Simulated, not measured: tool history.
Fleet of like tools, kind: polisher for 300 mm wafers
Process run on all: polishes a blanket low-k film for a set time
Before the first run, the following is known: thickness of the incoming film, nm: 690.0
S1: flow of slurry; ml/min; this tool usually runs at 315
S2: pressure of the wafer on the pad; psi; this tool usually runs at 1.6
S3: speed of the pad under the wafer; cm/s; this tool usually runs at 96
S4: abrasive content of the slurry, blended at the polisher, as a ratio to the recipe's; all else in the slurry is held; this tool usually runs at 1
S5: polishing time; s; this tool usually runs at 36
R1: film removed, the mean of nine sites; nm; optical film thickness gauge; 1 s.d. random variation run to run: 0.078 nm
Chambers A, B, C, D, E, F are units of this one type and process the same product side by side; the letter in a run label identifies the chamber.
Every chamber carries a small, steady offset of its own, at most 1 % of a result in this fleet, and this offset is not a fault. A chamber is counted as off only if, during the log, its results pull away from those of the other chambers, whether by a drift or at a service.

run	hour	S1	S2	S3	S4	S5	R1
# hour 4.6: chamber B: slurry blender recalibrated
1F	6.9	315	1.6	96	1	36	10.492
2A	11.8	315	1.6	96	1	36	10.554
# hour 13.2: chamber B: worn pad replaced by a new one
3C	16.9	315	1.6	96	1	36	10.439
4B	25.1	315	1.6	96	1	36	10.476
5E	29.9	315	1.6	96	1	36	10.343
6D	34.4	315	1.6	96	1	36	10.498
7F	39	315	1.6	96	1	36	10.532
8B	45.3	315	1.6	96	1	36	10.426
# hour 49.4: chamber C: worn pad replaced by a new one
# hour 49.8: chamber E: worn pad replaced by a new one
9A	50.9	315	1.6	96	1	36	10.592
# hour 54.9: chamber D: worn pad replaced by a new one
10E	57.1	315	1.6	96	1	36	10.394
11D	61.9	315	1.6	96	1	36	10.436
# hour 65: chamber D: slurry blender recalibrated
# hour 66.5: chamber E: slurry blender recalibrated
12C	66.7	315	1.6	96	1	36	10.376
# hour 66.9: chamber C: slurry nozzle cleaned
# hour 67.8: chamber B: slurry nozzle cleaned
13D	74.2	235	1.6	122	1	36	12.384
# hour 78.2: chamber D: slurry nozzle cleaned
14E	79.1	235	1.6	122	1	36	12.247
# hour 83.9: chamber A: worn pad replaced by a new one
15A	86.3	235	1.6	122	1	36	12.373
# hour 87.3: chamber F: worn pad replaced by a new one
16C	90.3	235	1.6	122	1	36	12.339
# hour 93.7: chamber A: conditioning disc replaced and pad reconditioned
17F	97.5	235	1.6	122	1	36	12.326
# hour 100.4: chamber B: worn pad replaced by a new one
18B	104.4	235	1.6	122	1	36	12.315
19F	111.6	315	1.6	96	1	36	10.484
# hour 113.9: chamber F: slurry blender recalibrated
20A	116.3	315	1.6	96	1	36	10.575
# hour 117.1: chamber D: worn pad replaced by a new one
21B	122	315	1.6	96	1	36	10.448
# hour 122.6: chamber C: worn pad replaced by a new one
22D	128.4	315	1.6	96	1	36	10.539
23C	136.1	315	1.6	96	1	36	10.545
24E	143	315	1.6	96	1	36	10.453
25F	148.2	315	1.6	96	1	36	10.508
26C	156.2	315	1.6	96	1	36	10.364
# hour 160.6: chamber E: worn pad replaced by a new one
27B	161.7	315	1.6	96	1	36	10.499
28E	168.7	315	1.6	96	1	36	10.288
29A	174	315	1.6	96	1	36	10.563
# hour 175.3: chamber A: slurry blender recalibrated
30D	180.5	315	1.6	96	1	36	10.383
# hour 184.3: chamber D: worn pad replaced by a new one
# hour 185.2: chamber B: worn pad replaced by a new one
31E	187.1	315	1.6	66	1	32	6.8864
# hour 187.9: chamber F: head pressure recalibrated
# hour 190.8: chamber C: worn pad replaced by a new one
32B	192.4	315	1.6	66	1	32	6.8174
# hour 192.5: chamber B: conditioning disc replaced and pad reconditioned
# hour 195.9: chamber C: slurry blender recalibrated
# hour 197.1: chamber A: worn pad replaced by a new one
33C	197.3	315	1.6	66	1	32	6.794
# hour 203.5: chamber F: worn pad replaced by a new one
34A	204.2	315	1.6	66	1	32	6.9536
35D	209.8	315	1.6	66	1	32	6.8665
36F	213.9	315	1.6	66	1	32	6.9302
37D	219.9	315	1.6	96	1	36	10.474
38C	225.4	315	1.6	96	1	36	10.375
39B	230.1	315	1.6	96	1	36	10.457

Decide between three cases: one chamber stands off from its peers, the gauge reading all wafers drifts, or nothing is wrong past each chamber's small offset. Where a chamber is off, say which and what most likely put it there.

Nothing is wrong: each chamber keeps only its own small, steady offset and the gauge holds still.
